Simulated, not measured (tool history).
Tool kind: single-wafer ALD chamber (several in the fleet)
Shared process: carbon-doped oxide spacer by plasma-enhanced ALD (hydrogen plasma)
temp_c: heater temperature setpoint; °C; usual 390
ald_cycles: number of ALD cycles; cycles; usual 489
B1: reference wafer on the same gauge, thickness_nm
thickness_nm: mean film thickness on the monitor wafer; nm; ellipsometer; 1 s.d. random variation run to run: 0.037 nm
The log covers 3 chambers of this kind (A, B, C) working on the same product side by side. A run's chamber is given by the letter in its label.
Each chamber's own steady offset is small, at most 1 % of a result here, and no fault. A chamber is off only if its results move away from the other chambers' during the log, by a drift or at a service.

{"run": "1A", "day": 0.354, "temp_c": 390, "ald_cycles": 489, "B1": 20.891, "thickness_nm": 24.345}
{"run": "2C", "day": 0.758, "temp_c": 390, "ald_cycles": 489, "B1": 20.886, "thickness_nm": 24.457}
{"run": "3B", "day": 1.088, "temp_c": 390, "ald_cycles": 489, "B1": 20.882, "thickness_nm": 24.519}
{"run": "4C", "day": 1.404, "temp_c": 390, "ald_cycles": 489, "B1": 20.884, "thickness_nm": 24.411}
{"run": "5B", "day": 1.796, "temp_c": 390, "ald_cycles": 489, "B1": 20.871, "thickness_nm": 24.557}
{"run": "6A", "day": 2.117, "temp_c": 390, "ald_cycles": 489, "B1": 20.868, "thickness_nm": 24.265}
{"run": "7A", "day": 2.404, "temp_c": 390, "ald_cycles": 489, "B1": 20.867, "thickness_nm": 24.313}
{"run": "8B", "day": 2.754, "temp_c": 390, "ald_cycles": 489, "B1": 20.855, "thickness_nm": 24.566}
{"run": "9C", "day": 3.1, "temp_c": 390, "ald_cycles": 489, "B1": 20.849, "thickness_nm": 24.345}
{"run": "10A", "day": 3.4, "temp_c": 402, "ald_cycles": 553, "B1": 20.843, "thickness_nm": 27.314}
{"run": "11B", "day": 3.729, "temp_c": 402, "ald_cycles": 553, "B1": 20.845, "thickness_nm": 27.536}
{"run": "12C", "day": 4.225, "temp_c": 402, "ald_cycles": 553, "B1": 20.829, "thickness_nm": 27.338}
{"run": "13A", "day": 4.55, "temp_c": 380, "ald_cycles": 438, "B1": 20.826, "thickness_nm": 21.747}
{"run": "14B", "day": 4.8, "temp_c": 380, "ald_cycles": 438, "B1": 20.824, "thickness_nm": 21.906}
{"run": "15C", "day": 5.05, "temp_c": 380, "ald_cycles": 438, "B1": 20.821, "thickness_nm": 21.772}
{"run": "16A", "day": 5.379, "temp_c": 390, "ald_cycles": 489, "B1": 20.813, "thickness_nm": 24.24}
{"run": "17C", "day": 5.758, "temp_c": 384, "ald_cycles": 575, "B1": 20.808, "thickness_nm": 28.589}
{"run": "18B", "day": 6.108, "temp_c": 384, "ald_cycles": 575, "B1": 20.794, "thickness_nm": 28.835}
{"run": "19B", "day": 6.462, "temp_c": 384, "ald_cycles": 575, "B1": 20.804, "thickness_nm": 28.706}
{"run": "20C", "day": 6.688, "temp_c": 390, "ald_cycles": 489, "B1": 20.792, "thickness_nm": 24.327}
{"run": "21A", "day": 6.971, "temp_c": 390, "ald_cycles": 489, "B1": 20.782, "thickness_nm": 24.18}
{"run": "22C", "day": 7.254, "temp_c": 390, "ald_cycles": 489, "B1": 20.791, "thickness_nm": 24.33}
{"run": "23A", "day": 7.621, "temp_c": 390, "ald_cycles": 489, "B1": 20.776, "thickness_nm": 24.132}
{"run": "24B", "day": 7.917, "temp_c": 390, "ald_cycles": 489, "B1": 20.781, "thickness_nm": 24.49}

Decide between three cases: one chamber stands off from its peers, the gauge reading all wafers drifts, or nothing is wrong past each chamber's small offset. Where a chamber is off, say which and what most likely put it there.

None of the chambers is off. What moves is the gauge, dragging all their readings along together.
Likeliest cause: gauge reads low (%) = 0.634.
